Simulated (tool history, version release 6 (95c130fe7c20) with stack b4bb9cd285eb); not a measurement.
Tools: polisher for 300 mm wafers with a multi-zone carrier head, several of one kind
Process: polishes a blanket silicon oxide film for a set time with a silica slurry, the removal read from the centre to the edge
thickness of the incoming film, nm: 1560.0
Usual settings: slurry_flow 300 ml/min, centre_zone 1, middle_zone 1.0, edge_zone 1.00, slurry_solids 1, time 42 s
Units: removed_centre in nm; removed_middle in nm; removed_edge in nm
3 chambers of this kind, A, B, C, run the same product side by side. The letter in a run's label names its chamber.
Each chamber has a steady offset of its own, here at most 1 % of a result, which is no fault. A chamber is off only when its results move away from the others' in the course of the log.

run   hour  slurry_flow  centre_zone  middle_zone  edge_zone  slurry_solids  time  wafers polished on this pad  hours since the slurry nozzle was cleaned  hours since the centre zone pressure was calibrated  hours since the edge zone pressure was calibrated  removed_centre  removed_middle  removed_edge
       1.3  -- chamber C: worn pad replaced by a new one
       6.4  -- chamber B: worn pad replaced by a new one
 1C    9.6          300            1          1.0       1.00              1    42                           88                                      151.1                                                487.4                                              187.0          157.64          159.72        155.70
 2A   21.0          300            1          1.0       1.00              1    42                          520                                      395.0                                                273.3                                              575.4          160.99          158.14        161.36
 3B   31.5          300            1          1.0       1.00              1    42                          264                                      343.8                                                992.0                                              455.4          160.25          159.54        159.59
 4B   42.6          300            1          1.0       1.00              1    42                          381                                      354.9                                               1003.1                                              466.5          155.95          156.57        159.48
      44.5  -- chamber C: worn pad replaced by a new one
 5A   55.0          300            1          1.0       1.00              1    42                          877                                      429.0                                                307.3                                              609.4          156.41          156.50        159.28
      62.8  -- chamber A: worn pad replaced by a new one
 6C   66.1          300            1          1.0       1.00              1    42                          227                                      207.6                                                543.9                                              243.5          158.77          157.05        157.17
      70.4  -- chamber B: worn pad replaced by a new one
 7A   76.6          300            1          1.0       1.00              1    42                          145                                      450.6                                                328.9                                              631.0          159.21          160.32        162.03
 8B   89.3          300            1          1.0       1.00              1    42                          198                                      401.6                                               1049.8                                              513.2          156.42          154.28        158.38
      98.0  -- chamber C: worn pad replaced by a new one
 9C  100.3          300            1          1.0       1.00              1    42                           24                                      241.8                                                578.1                                              277.7          160.59          158.78        159.49
     104.5  -- chamber B: centre zone pressure recalibrated
10B  112.5          300            1          1.0       1.00              1    42                          442                                      424.8                                                  8.1                                              536.4          145.00          160.40        160.52
11A  118.9          300            1          1.0       1.00              1    42                          589                                      492.9                                                371.2                                              673.3          161.23          159.82        158.13
     124.7  -- chamber B: worn pad replaced by a new one
12C  129.7          300            1          1.0       1.00              1    42                          333                                      271.2                                                607.5                                              307.1          157.99          157.71        159.33
     140.4  -- chamber C: worn pad replaced by a new one
13B  140.9          300            1          1.0       1.00              1    42                          170                                      453.2                                                 36.5                                              564.8          143.07          153.18        162.06
     147.2  -- chamber A: worn pad replaced by a new one
14C  149.0          300            1          1.0       1.00              1    42                           90                                      290.5                                                626.8                                              326.4          158.93          154.88        157.44
     149.1  -- chamber B: slurry nozzle cleaned
15A  157.9          300            1          1.0       1.00              1    42                          113                                      531.9                                                410.2                                              712.3          162.62          160.78        157.56
     158.4  -- chamber A: slurry nozzle cleaned
16B  170.9          300            1          1.0       1.00              1    42                          485                                       21.9                                                 66.5                                              594.8          146.76          156.56        159.05
17C  181.5          300            1          1.0       1.00              1    42                          432                                      323.0                                                659.3                                              358.9          156.24          157.31        158.29
     185.6  -- chamber C: worn pad replaced by a new one
18A  190.9          300            1          1.1       0.90              1    42                          460                                       32.6                                                443.2                                              745.3          161.71          172.36        148.63
19C  202.4          300            1          1.1       0.90              1    42                          177                                      343.9                                                680.2                                              379.8          159.40          166.51        152.17
20A  210.7          300            1          1.1       0.90              1    42                          668                                       52.4                                                463.0                                              765.1          161.90          173.96        149.91

Next, every chamber runs the same settings. What will each give?
21A  220.1          300            1          1.0       0.93              1    42                                                                                                                                                                                               ?               ?             ?
21B  220.1          300            1          1.0       0.93              1    42                                                                                                                                                                                               ?               ?             ?
21C  220.1          300            1          1.0       0.93              1    42                                                                                                                                                                                               ?               ?             ?

run  removed_centre  removed_middle  removed_edge
21A          158.30          156.64        154.74
21B          144.48          155.89        157.04
21C          161.19          161.10        150.92
